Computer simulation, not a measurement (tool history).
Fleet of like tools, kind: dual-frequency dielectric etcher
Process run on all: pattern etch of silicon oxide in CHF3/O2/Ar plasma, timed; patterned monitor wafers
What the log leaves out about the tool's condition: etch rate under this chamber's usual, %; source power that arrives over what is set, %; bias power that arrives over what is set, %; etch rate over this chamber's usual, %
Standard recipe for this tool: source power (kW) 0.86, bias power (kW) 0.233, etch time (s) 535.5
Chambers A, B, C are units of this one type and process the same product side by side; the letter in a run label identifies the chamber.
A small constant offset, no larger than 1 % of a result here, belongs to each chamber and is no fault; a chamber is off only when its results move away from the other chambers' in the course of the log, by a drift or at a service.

| run | hour | source power (kW) | bias power (kW) | etch time (s) | hours since the last wet clean | hours since the last source power generator calibration | hours since the last bias power generator calibration | read-back reference wafer on the same gauge, depth_nm | mean etch depth across the wafer (Å) |
|---|---|---|---|---|---|---|---|---|---|
| 1A | 3.3 | 0.86 | 0.233 | 535.5 | 495.6 | 423 | 1261.2 | 1549.7 | 13181 |
| 2C | 7 | 0.86 | 0.233 | 535.5 | 377.4 | 2538 | 17.8 | 1550.1 | 13172 |
| 3B | 11.3 | 0.86 | 0.233 | 535.5 | 139.2 | 1204.5 | 3878 | 1550.6 | 13311 |
| 4C | 13.7 | 0.86 | 0.233 | 535.5 | 384.1 | 2544.7 | 24.5 | 1550.7 | 13150 |
| 5B | 17.9 | 0.86 | 0.233 | 535.5 | 145.8 | 1211.1 | 3884.6 | 1550.9 | 13360 |
| 6A | 22.4 | 0.86 | 0.233 | 535.5 | 514.7 | 442.1 | 1280.3 | 1550.2 | 13193 |
| 7C | 24.9 | 0.86 | 0.233 | 535.5 | 395.3 | 2555.9 | 35.7 | 1548.9 | 13185 |
| 8A | 27.3 | 0.86 | 0.233 | 535.5 | 519.6 | 447 | 1285.2 | 1550.6 | 13237 |
| 9B | 30.6 | 0.86 | 0.233 | 535.5 | 158.5 | 1223.8 | 3897.3 | 1549.9 | 13270 |
| 10B | 35.1 | 1.06 | 0.194 | 535.5 | 163 | 1228.3 | 3901.8 | 1550 | 13554 |
| 11C | 37.5 | 1.06 | 0.194 | 535.5 | 407.9 | 2568.5 | 48.3 | 1549.7 | 13440 |
| 12A | 41.8 | 1.06 | 0.194 | 535.5 | 534.1 | 461.5 | 1299.7 | 1548.2 | 13373 |
| 13B | 45.8 | 0.86 | 0.233 | 535.5 | 173.7 | 1239 | 3912.5 | 1549.3 | 13315 |
| 14C | 48.8 | 0.86 | 0.233 | 535.5 | 419.2 | 2579.8 | 59.6 | 1549.7 | 13175 |
| 15A | 51.5 | 0.86 | 0.233 | 535.5 | 543.8 | 471.2 | 1309.4 | 1550.5 | 13138 |
| 16B | 55 | 0.86 | 0.233 | 535.5 | 182.9 | 1248.2 | 3921.7 | 1549.8 | 13323 |
| 17A | 57.3 | 0.86 | 0.233 | 535.5 | 549.6 | 477 | 1315.2 | 1549.7 | 13246 |
| 18C | 59.5 | 0.78 | 0.233 | 535.5 | 429.9 | 2590.5 | 70.3 | 1549.8 | 12682 |
| 19A | 63 | 0.78 | 0.233 | 535.5 | 555.3 | 482.7 | 1320.9 | 1550.9 | 12710 |
| 20B | 66.6 | 0.78 | 0.233 | 535.5 | 194.5 | 1259.8 | 3933.3 | 1550.1 | 12742 |
| 21C | 69.5 | 0.75 | 0.233 | 619 | 439.9 | 2600.5 | 80.3 | 1548.7 | 14489 |
|  | 71 | chamber A: wet clean of the chamber |
| 22B | 71.9 | 0.75 | 0.233 | 619 | 199.8 | 1265.1 | 3938.6 | 1548.2 | 14580 |
| 23C | 75.8 | 0.75 | 0.233 | 619 | 446.2 | 2606.8 | 86.6 | 1548.6 | 14393 |
| 24A | 79.4 | 0.86 | 0.233 | 535.5 | 8.4 | 499.1 | 1337.3 | 1550.7 | 12584 |
| 25B | 81.9 | 0.86 | 0.233 | 535.5 | 209.8 | 1275.1 | 3948.6 | 1549.4 | 13233 |
| 26C | 86.2 | 0.86 | 0.233 | 535.5 | 456.6 | 2617.2 | 97 | 1551.6 | 13172 |
| 27A | 90.4 | 0.86 | 0.278 | 604.5 | 19.4 | 510.1 | 1348.3 | 1549 | 15141 |
| 28C | 92.8 | 0.86 | 0.278 | 604.5 | 463.2 | 2623.8 | 103.6 | 1551 | 15759 |
| 29B | 95.3 | 0.86 | 0.278 | 604.5 | 223.2 | 1288.5 | 3962 | 1550.4 | 15922 |
| 30A | 98.8 | 0.71 | 0.265 | 535.5 | 27.8 | 518.5 | 1356.7 | 1550.4 | 12235 |
| 31C | 103 | 0.71 | 0.265 | 535.5 | 473.4 | 2634 | 113.8 | 1549.9 | 12784 |
| 32A | 105.7 | 0.71 | 0.265 | 535.5 | 34.7 | 525.4 | 1363.6 | 1549.5 | 12234 |
| 33B | 109.2 | 1.03 | 0.233 | 636 | 237.1 | 1302.4 | 3975.9 | 1549.2 | 16895 |
| 34B | 112.2 | 1.03 | 0.233 | 636 | 240.1 | 1305.4 | 3978.9 | 1550.7 | 16945 |
| 35C | 114.4 | 1.03 | 0.233 | 636 | 484.8 | 2645.4 | 125.2 | 1550.3 | 16733 |

What goes on in this fleet: one chamber off, a drifting gauge, or nothing beyond the chambers' own small offsets? Name the chamber and the cause, if any.

A service left chamber A off against the others.
Most likely cause: etch rate under this chamber's usual, % = 4.8.

Which of the 4 candidates below, each the usual settings with something changed and its results left as question marks, puts chamber A back in line with what the other chambers give on the usual settings?
A result is in line if it is within this distance of the other chambers' mean on the usual settings: mean etch depth across the wafer (Å) 170
| 36A-1 | 117.7 | 0.87 | 0.233 | 560.5 |  |  |  |  | ? |
| 36A-2 | 117.7 | 0.86 | 0.232 | 525 |  |  |  |  | ? |
| 36A-3 | 117.7 | 0.85 | 0.233 | 510.5 |  |  |  |  | ? |
| 36A-4 | 117.7 | 0.86 | 0.233 | 546 |  |  |  |  | ? |

Mean of the other chambers on the usual settings: mean etch depth across the wafer (Å) 13233
| run | mean etch depth across the wafer (Å) |
|---|---|
| 36A-1 | 13207 |
| 36A-2 | 12298 |
| 36A-3 | 11922 |
| 36A-4 | 12809 |
36A-1 brings the chamber back in line.

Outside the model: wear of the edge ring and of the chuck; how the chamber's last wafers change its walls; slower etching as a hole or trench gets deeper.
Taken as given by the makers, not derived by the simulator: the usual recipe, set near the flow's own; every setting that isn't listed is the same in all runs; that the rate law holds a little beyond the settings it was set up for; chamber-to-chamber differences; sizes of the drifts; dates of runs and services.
